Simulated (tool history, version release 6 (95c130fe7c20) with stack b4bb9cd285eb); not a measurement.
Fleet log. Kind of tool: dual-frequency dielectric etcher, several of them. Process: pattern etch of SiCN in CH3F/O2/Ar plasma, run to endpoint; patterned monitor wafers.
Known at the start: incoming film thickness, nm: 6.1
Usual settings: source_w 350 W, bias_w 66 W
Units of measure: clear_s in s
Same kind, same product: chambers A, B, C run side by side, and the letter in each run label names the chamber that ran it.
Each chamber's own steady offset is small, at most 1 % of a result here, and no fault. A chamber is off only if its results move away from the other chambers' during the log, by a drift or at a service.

| run | hour | source_w | bias_w | hours since the last wet clean | hours since the last source power generator calibration | hours since the last bias power generator calibration | clear_s |
|---|---|---|---|---|---|---|---|
| 1A | 3.3 | 350 | 66 | 386.2 | 899.5 | 1396.6 | 17.617 |
|  | 8.4 | chamber C: wet clean of the chamber |
| 2B | 9.1 | 350 | 66 | 275.1 | 267.8 | 101.1 | 17.66 |
| 3C | 14.6 | 350 | 66 | 6.3 | 1514.8 | 1552.1 | 17.903 |
| 4C | 18.8 | 350 | 66 | 10.5 | 1519 | 1556.3 | 17.604 |
| 5A | 22 | 350 | 66 | 404.9 | 918.2 | 1415.3 | 17.681 |
| 6B | 27.2 | 350 | 66 | 293.2 | 285.9 | 119.2 | 17.671 |
| 7A | 32.6 | 350 | 66 | 415.5 | 928.8 | 1425.9 | 17.744 |
| 8C | 36.1 | 270 | 72 | 27.8 | 1536.3 | 1573.6 | 19.007 |
| 9B | 41.1 | 270 | 72 | 307.1 | 299.8 | 133.1 | 18.703 |
| 10B | 46.9 | 270 | 72 | 312.9 | 305.6 | 138.9 | 18.898 |
| 11C | 52.5 | 350 | 66 | 44.2 | 1552.7 | 1590 | 17.78 |
| 12A | 56.2 | 350 | 66 | 439.1 | 952.4 | 1449.5 | 17.736 |
|  | 57.1 | chamber A: wet clean of the chamber |
| 13C | 61.9 | 350 | 66 | 53.6 | 1562.1 | 1599.4 | 17.958 |
| 14B | 67.1 | 280 | 66 | 333.1 | 325.8 | 159.1 | 19.156 |
| 15A | 72 | 280 | 66 | 15 | 968.2 | 1465.3 | 20.323 |
|  | 75.5 | chamber B: wet clean of the chamber |
| 16B | 75.8 | 280 | 66 | 0.3 | 334.5 | 167.8 | 19.233 |
| 17A | 78.7 | 350 | 66 | 21.7 | 974.9 | 1472 | 18.637 |
| 18C | 83.4 | 350 | 66 | 75.1 | 1583.6 | 1620.9 | 17.677 |
| 19A | 86.9 | 350 | 66 | 29.9 | 983.1 | 1480.2 | 18.746 |
| 20B | 92.3 | 350 | 66 | 16.8 | 351 | 184.3 | 17.778 |
| 21C | 97.2 | 350 | 66 | 88.9 | 1597.4 | 1634.7 | 17.698 |
| 22C | 101.3 | 350 | 66 | 93 | 1601.5 | 1638.8 | 17.634 |
| 23A | 104 | 350 | 66 | 47 | 1000.2 | 1497.3 | 18.531 |
| 24B | 106.7 | 350 | 66 | 31.2 | 365.4 | 198.7 | 17.772 |
| 25C | 112.4 | 350 | 66 | 104.1 | 1612.6 | 1649.9 | 17.777 |
| 26A | 118.1 | 350 | 66 | 61.1 | 1014.3 | 1511.4 | 18.643 |
| 27B | 121.4 | 350 | 66 | 45.9 | 380.1 | 213.4 | 17.665 |
| 28B | 126 | 350 | 66 | 50.5 | 384.7 | 218 | 17.582 |
| 29A | 130 | 350 | 66 | 73 | 1026.2 | 1523.3 | 18.665 |
| 30C | 133.3 | 350 | 66 | 125 | 1633.5 | 1670.8 | 17.71 |
| 31C | 138.9 | 350 | 66 | 130.6 | 1639.1 | 1676.4 | 17.739 |
| 32B | 141.5 | 410 | 66 | 66 | 400.2 | 233.5 | 16.761 |
| 33A | 146.7 | 410 | 66 | 89.7 | 1042.9 | 1540 | 17.409 |
| 34B | 150.9 | 410 | 66 | 75.4 | 409.6 | 242.9 | 16.7 |
| 35A | 154.6 | 350 | 66 | 97.6 | 1050.8 | 1547.9 | 18.498 |
| 36C | 157.2 | 350 | 66 | 148.9 | 1657.4 | 1694.7 | 17.63 |
| 37C | 161.9 | 350 | 66 | 153.6 | 1662.1 | 1699.4 | 17.66 |

Each of the 3 chambers runs these same settings next. Fill in every chamber's results:
| 38A | 166.1 | 320 | 66 |  |  |  | ? |
| 38B | 166.1 | 320 | 66 |  |  |  | ? |
| 38C | 166.1 | 320 | 66 |  |  |  | ? |

| run | clear_s |
|---|---|
| 38A | 19.274 |
| 38B | 18.195 |
| 38C | 18.189 |
